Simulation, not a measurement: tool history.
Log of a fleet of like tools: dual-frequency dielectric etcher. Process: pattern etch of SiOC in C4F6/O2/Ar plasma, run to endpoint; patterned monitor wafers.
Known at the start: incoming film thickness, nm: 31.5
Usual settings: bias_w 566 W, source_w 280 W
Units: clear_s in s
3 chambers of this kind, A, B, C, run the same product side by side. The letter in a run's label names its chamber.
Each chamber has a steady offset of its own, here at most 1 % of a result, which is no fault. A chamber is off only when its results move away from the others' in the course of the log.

run,hour,bias_w,source_w,clear_s
1B,3.7,566,280,11.423
2C,7.1,566,280,11.519
3A,12.8,566,280,11.635
4A,16.6,566,280,11.655
5B,21.9,566,280,11.395
6C,25.4,501,310,11.552
7C,30.8,501,310,11.646
8A,35,501,310,11.745
9B,41.8,566,280,11.4
10A,45.4,566,280,11.579
11B,48.7,566,280,11.526
12C,51.6,566,280,11.423
# hour 57.1: chamber A: wet clean of the chamber
13B,57.1,566,280,11.425
14A,60.2,566,310,11.039
15C,64.8,566,310,11.206
16C,69.2,566,310,11.299
17A,75.8,566,280,11.592
18B,81.2,566,280,11.416
19A,87.5,566,280,11.476
20C,92.7,566,280,11.686
21B,96.4,566,280,11.559
22B,102.6,566,280,11.484
23A,108.8,566,280,11.652
24C,115.1,670,280,10.946
25A,118.1,670,280,10.892
26B,122.1,670,280,10.759
27C,127.5,566,280,11.88
28C,134,566,280,11.948
29A,140.1,566,280,11.608
30B,143.8,566,280,11.499
31A,148.5,634,330,10.352

What goes on in this fleet: one chamber off, a drifting gauge, or nothing beyond the chambers' own small offsets? Name the chamber and the cause, if any.

Chamber C drifts away from the others.
Cause: etch rate under this chamber's usual, % = 4.82.

Here are 4 candidates for chamber C's next run, each the usual settings with a change, their results left as question marks. Which one brings its results back in line with what the others give on the usual settings?
In line means no further than this from the other chambers' mean on the usual settings: clear_s 0.27 s
32C-1,153.4,503,250,?
32C-2,153.4,536,270,?
32C-3,153.4,621,280,?
32C-4,153.4,681,280,?

The other chambers' mean on the usual settings: clear_s 11.528 s
run,clear_s
32C-1,13.09
32C-2,12.421
32C-3,11.571
32C-4,11.154
32C-3 brings the chamber back in line.
